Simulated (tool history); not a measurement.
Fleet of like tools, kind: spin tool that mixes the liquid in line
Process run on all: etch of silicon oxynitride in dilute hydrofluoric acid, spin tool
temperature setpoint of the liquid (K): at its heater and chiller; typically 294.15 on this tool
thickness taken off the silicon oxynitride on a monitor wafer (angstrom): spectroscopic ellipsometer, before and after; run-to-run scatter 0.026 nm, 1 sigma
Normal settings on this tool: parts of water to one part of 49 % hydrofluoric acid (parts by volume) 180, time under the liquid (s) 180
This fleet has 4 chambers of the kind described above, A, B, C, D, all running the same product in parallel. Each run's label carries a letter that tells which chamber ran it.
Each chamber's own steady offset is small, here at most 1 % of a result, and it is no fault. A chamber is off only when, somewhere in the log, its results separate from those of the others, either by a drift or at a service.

| run | hour | temperature setpoint of the liquid (K) | parts of water to one part of 49 % hydrofluoric acid (parts by volume) | time under the liquid (s) | hours since the thermometer was replaced | hours since the hydrofluoric acid flow meter was replaced | read-back film thickness of the silicon oxynitride reference wafer, read on the same gauge (nm) | thickness taken off the silicon oxynitride on a monitor wafer (angstrom) |
|---|---|---|---|---|---|---|---|---|
| 1D | 15.0 | 294.15 | 180 | 180 | 1007.8 | 30.4 | 110.02 | 38.148 |
|  | 19.7 | chamber A: thermometer replaced |
| 2B | 29.8 | 294.15 | 180 | 180 | 342.3 | 465.3 | 110.03 | 38.979 |
| 3C | 41.3 | 294.15 | 180 | 180 | 930.6 | 314.3 | 110.01 | 39.430 |
|  | 55.1 | chamber B: hydrofluoric acid flow meter replaced |
| 4A | 55.2 | 294.15 | 180 | 180 | 35.5 | 1099.0 | 110.00 | 38.863 |
|  | 61.4 | chamber A: hydrofluoric acid flow meter replaced |
| 5C | 63.2 | 294.15 | 180 | 180 | 952.5 | 336.2 | 110.01 | 39.053 |
| 6B | 76.9 | 294.15 | 180 | 180 | 389.4 | 21.9 | 109.99 | 39.102 |
| 7A | 91.5 | 294.15 | 180 | 180 | 71.8 | 30.2 | 109.98 | 39.654 |
| 8D | 101.3 | 294.15 | 180 | 180 | 1094.1 | 116.7 | 110.00 | 38.732 |
| 9B | 112.9 | 294.15 | 180 | 180 | 425.4 | 57.9 | 110.02 | 39.062 |
| 10D | 121.3 | 294.15 | 180 | 180 | 1114.1 | 136.7 | 109.97 | 38.544 |
| 11C | 136.8 | 294.15 | 180 | 180 | 1026.1 | 409.8 | 110.01 | 39.089 |
| 12A | 151.9 | 297.15 | 135 | 180 | 132.2 | 90.6 | 109.96 | 61.907 |
| 13B | 162.1 | 297.15 | 135 | 180 | 474.6 | 107.1 | 110.01 | 62.570 |
| 14D | 174.9 | 297.15 | 135 | 180 | 1167.7 | 190.3 | 109.99 | 60.799 |
| 15C | 183.4 | 297.15 | 135 | 180 | 1072.7 | 456.4 | 110.00 | 61.202 |
| 16A | 191.9 | 294.15 | 180 | 180 | 172.2 | 130.6 | 109.99 | 39.467 |
| 17D | 199.0 | 294.15 | 180 | 180 | 1191.8 | 214.4 | 110.00 | 38.360 |
| 18C | 213.5 | 294.15 | 180 | 180 | 1102.8 | 486.5 | 110.02 | 38.570 |
| 19A | 227.6 | 294.15 | 180 | 180 | 207.9 | 166.3 | 110.02 | 39.239 |
| 20B | 235.6 | 294.15 | 180 | 180 | 548.1 | 180.6 | 110.00 | 39.120 |
| 21A | 250.8 | 294.15 | 180 | 180 | 231.1 | 189.5 | 110.02 | 39.668 |
| 22D | 262.2 | 294.15 | 180 | 180 | 1255.0 | 277.6 | 110.00 | 38.588 |
| 23C | 271.1 | 294.15 | 180 | 180 | 1160.4 | 544.1 | 110.02 | 38.010 |
| 24B | 282.5 | 294.15 | 180 | 180 | 595.0 | 227.5 | 110.00 | 38.799 |
| 25C | 291.2 | 294.15 | 180 | 180 | 1180.5 | 564.2 | 109.97 | 37.723 |
| 26B | 304.8 | 291.65 | 180 | 180 | 617.3 | 249.8 | 109.98 | 34.881 |
| 27D | 320.1 | 291.65 | 180 | 180 | 1312.9 | 335.5 | 110.01 | 34.184 |
| 28A | 328.4 | 291.65 | 180 | 180 | 308.7 | 267.1 | 109.99 | 34.570 |
| 29C | 342.7 | 291.65 | 180 | 180 | 1232.0 | 615.7 | 110.02 | 33.338 |
| 30A | 356.4 | 294.15 | 180 | 180 | 336.7 | 295.1 | 109.98 | 38.997 |
| 31B | 371.9 | 294.15 | 180 | 180 | 684.4 | 316.9 | 109.98 | 39.383 |
| 32D | 379.1 | 294.15 | 180 | 180 | 1371.9 | 394.5 | 109.99 | 38.622 |
| 33D | 386.9 | 294.15 | 180 | 180 | 1379.7 | 402.3 | 110.01 | 38.669 |
| 34A | 396.8 | 294.15 | 180 | 180 | 377.1 | 335.5 | 110.01 | 39.464 |
| 35B | 406.9 | 294.15 | 180 | 180 | 719.4 | 351.9 | 110.00 | 39.106 |
| 36C | 420.0 | 294.15 | 210 | 220 | 1309.3 | 693.0 | 109.99 | 37.393 |
| 37A | 431.4 | 294.15 | 210 | 220 | 411.7 | 370.1 | 110.00 | 39.771 |
| 38C | 445.4 | 294.15 | 210 | 220 | 1334.7 | 718.4 | 110.01 | 37.150 |
| 39D | 458.3 | 294.15 | 210 | 220 | 1451.1 | 473.7 | 109.99 | 39.442 |
| 40B | 465.3 | 294.15 | 180 | 180 | 777.8 | 410.3 | 109.98 | 39.022 |
| 41C | 475.3 | 294.15 | 180 | 180 | 1364.6 | 748.3 | 110.00 | 36.041 |
| 42B | 490.2 | 294.15 | 180 | 180 | 802.7 | 435.2 | 109.99 | 39.143 |
| 43D | 498.8 | 294.15 | 180 | 180 | 1491.6 | 514.2 | 110.01 | 38.952 |
| 44A | 513.8 | 294.15 | 180 | 180 | 494.1 | 452.5 | 110.03 | 39.036 |

Does one chamber stand apart from the rest, does the shared gauge drift, or is all well apart from small per-chamber offsets? Give the chamber and the most likely cause, where there is one.

Chamber C drifts away from the others.
Cause: hydrofluoric acid flow below the setpoint (%) = 7.93.
The log may not separate it from: liquid colder than its thermometer reads (K).

Here are 4 candidates for chamber C's next run, each the usual settings with a change, their results left as question marks. Which one brings its results back in line with what the others give on the usual settings?
A result is in line if it is within this distance of the other chambers' mean on the usual settings: thickness taken off the silicon oxynitride on a monitor wafer (angstrom) 0.890
| 45C-1 | 524.9 | 294.15 | 175 | 190 |  |  |  | ? |
| 45C-2 | 524.9 | 290.15 | 180 | 180 |  |  |  | ? |
| 45C-3 | 524.9 | 298.15 | 180 | 180 |  |  |  | ? |
| 45C-4 | 524.9 | 294.15 | 185 | 170 |  |  |  | ? |

Usual-settings mean across the other chambers: thickness taken off the silicon oxynitride on a monitor wafer (angstrom) 38.962
| run | thickness taken off the silicon oxynitride on a monitor wafer (angstrom) |
|---|---|
| 45C-1 | 38.716 |
| 45C-2 | 29.438 |
| 45C-3 | 42.529 |
| 45C-4 | 32.503 |
The answer is 45C-1, which returns the chamber to within the allowed miss of the others.

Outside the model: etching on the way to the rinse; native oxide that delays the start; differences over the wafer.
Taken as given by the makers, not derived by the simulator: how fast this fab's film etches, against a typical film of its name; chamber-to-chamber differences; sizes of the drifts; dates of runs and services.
